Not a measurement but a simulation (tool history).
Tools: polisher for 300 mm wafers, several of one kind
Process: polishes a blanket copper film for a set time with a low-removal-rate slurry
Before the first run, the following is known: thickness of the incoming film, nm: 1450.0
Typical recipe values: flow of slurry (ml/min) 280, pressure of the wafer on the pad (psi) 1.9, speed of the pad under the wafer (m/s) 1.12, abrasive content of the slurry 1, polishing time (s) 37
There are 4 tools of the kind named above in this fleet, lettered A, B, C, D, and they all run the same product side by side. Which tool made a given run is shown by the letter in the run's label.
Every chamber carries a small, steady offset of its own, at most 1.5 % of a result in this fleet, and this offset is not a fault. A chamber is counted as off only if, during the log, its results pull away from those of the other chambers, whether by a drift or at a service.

run,hour,flow of slurry (ml/min),pressure of the wafer on the pad (psi),speed of the pad under the wafer (m/s),abrasive content of the slurry,polishing time (s),film removed (angstrom)
1B,9.4,280,1.9,1.12,1,37,627.3
2C,18.6,280,1.9,1.12,1,37,630.11
3A,26.4,280,1.9,1.12,1,37,657.65
4D,33.1,280,1.9,1.12,1,37,660.52
5D,38.1,330,1.9,1.12,1.15,37,688.12
# hour 40.2: chamber D: worn pad replaced by a new one
6B,48.7,330,1.9,1.12,1.15,37,680.38
# hour 50: chamber A: head pressure recalibrated
# hour 51.5: chamber A: worn pad replaced by a new one
# hour 52.2: chamber B: worn pad replaced by a new one
7A,55.3,330,1.9,1.12,1.15,37,673.52
8C,63,330,1.9,1.12,1.15,37,638.88
9D,72.8,280,1.9,1.12,1,37,643.24
10B,79.5,280,1.9,1.12,1,37,659.74
11C,90.3,280,1.9,1.12,1,37,646.7
# hour 91.1: chamber C: head pressure recalibrated
12A,97.7,280,1.9,1.12,1,37,646.04
# hour 101.2: chamber D: worn pad replaced by a new one
13A,106.6,280,1.9,1.5,1,37,877.46
# hour 109: chamber A: worn pad replaced by a new one
14D,114.7,280,1.9,1.5,1,37,859.37
15B,124,280,1.9,1.5,1,37,884.86
16C,132.7,280,1.9,1.5,1,37,850.82
# hour 137.1: chamber A: slurry blender recalibrated
17C,139.8,280,1.9,1.12,1,37,625.27
18D,145.5,280,1.9,1.12,1,37,658.82
# hour 154.2: chamber B: worn pad replaced by a new one
19B,155.7,335,1.9,1.12,1.15,37,677.83
# hour 161.5: chamber D: worn pad replaced by a new one
20A,165.1,335,1.9,1.12,1.15,37,697.12
21C,175.3,335,1.9,1.12,1.15,37,634.44
# hour 177: chamber A: worn pad replaced by a new one
22D,186.3,335,1.9,1.12,1.15,37,669.77
23A,193.6,280,1.9,1.12,1,43,753.09
24B,198.7,280,1.9,1.12,1,43,747.28
25A,207,280,1.9,1.12,1,43,750.17
26B,217.4,280,1.9,1.12,1,43,741.86
27C,228.4,280,1.9,1.12,1,37,595.81
# hour 229.4: chamber D: worn pad replaced by a new one
28D,234.1,280,1.9,1.12,1,37,653.99
29D,240,280,1.9,0.76,1,25,302.02
30B,246.2,280,1.9,0.76,1,25,298.37
# hour 247.6: chamber D: head pressure recalibrated
# hour 249.6: chamber A: worn pad replaced by a new one
31A,254.9,280,1.9,0.76,1,25,304.19
# hour 261.2: chamber B: worn pad replaced by a new one
32C,264.1,280,1.9,0.76,1,25,268.33
# hour 273.5: chamber C: slurry nozzle cleaned
33A,274.5,280,1.9,1.12,1,37,656.72
34B,282.5,280,1.9,1.12,1,37,634.21
# hour 289.6: chamber D: worn pad replaced by a new one
35D,291.2,280,1.9,1.12,1,37,657.83
36C,297.6,280,1.9,1.12,1,37,590.06
37B,307.6,280,1.9,1.12,1,37,633.43

Next, every chamber runs the same settings. What will each give?
38A,315.5,280,1.9,1.12,1,37,?
38B,315.5,280,1.9,1.12,1,37,?
38C,315.5,280,1.9,1.12,1,37,?
38D,315.5,280,1.9,1.12,1,37,?

run,film removed (angstrom)
38A,664.47
38B,639.01
38C,587.06
38D,654.04

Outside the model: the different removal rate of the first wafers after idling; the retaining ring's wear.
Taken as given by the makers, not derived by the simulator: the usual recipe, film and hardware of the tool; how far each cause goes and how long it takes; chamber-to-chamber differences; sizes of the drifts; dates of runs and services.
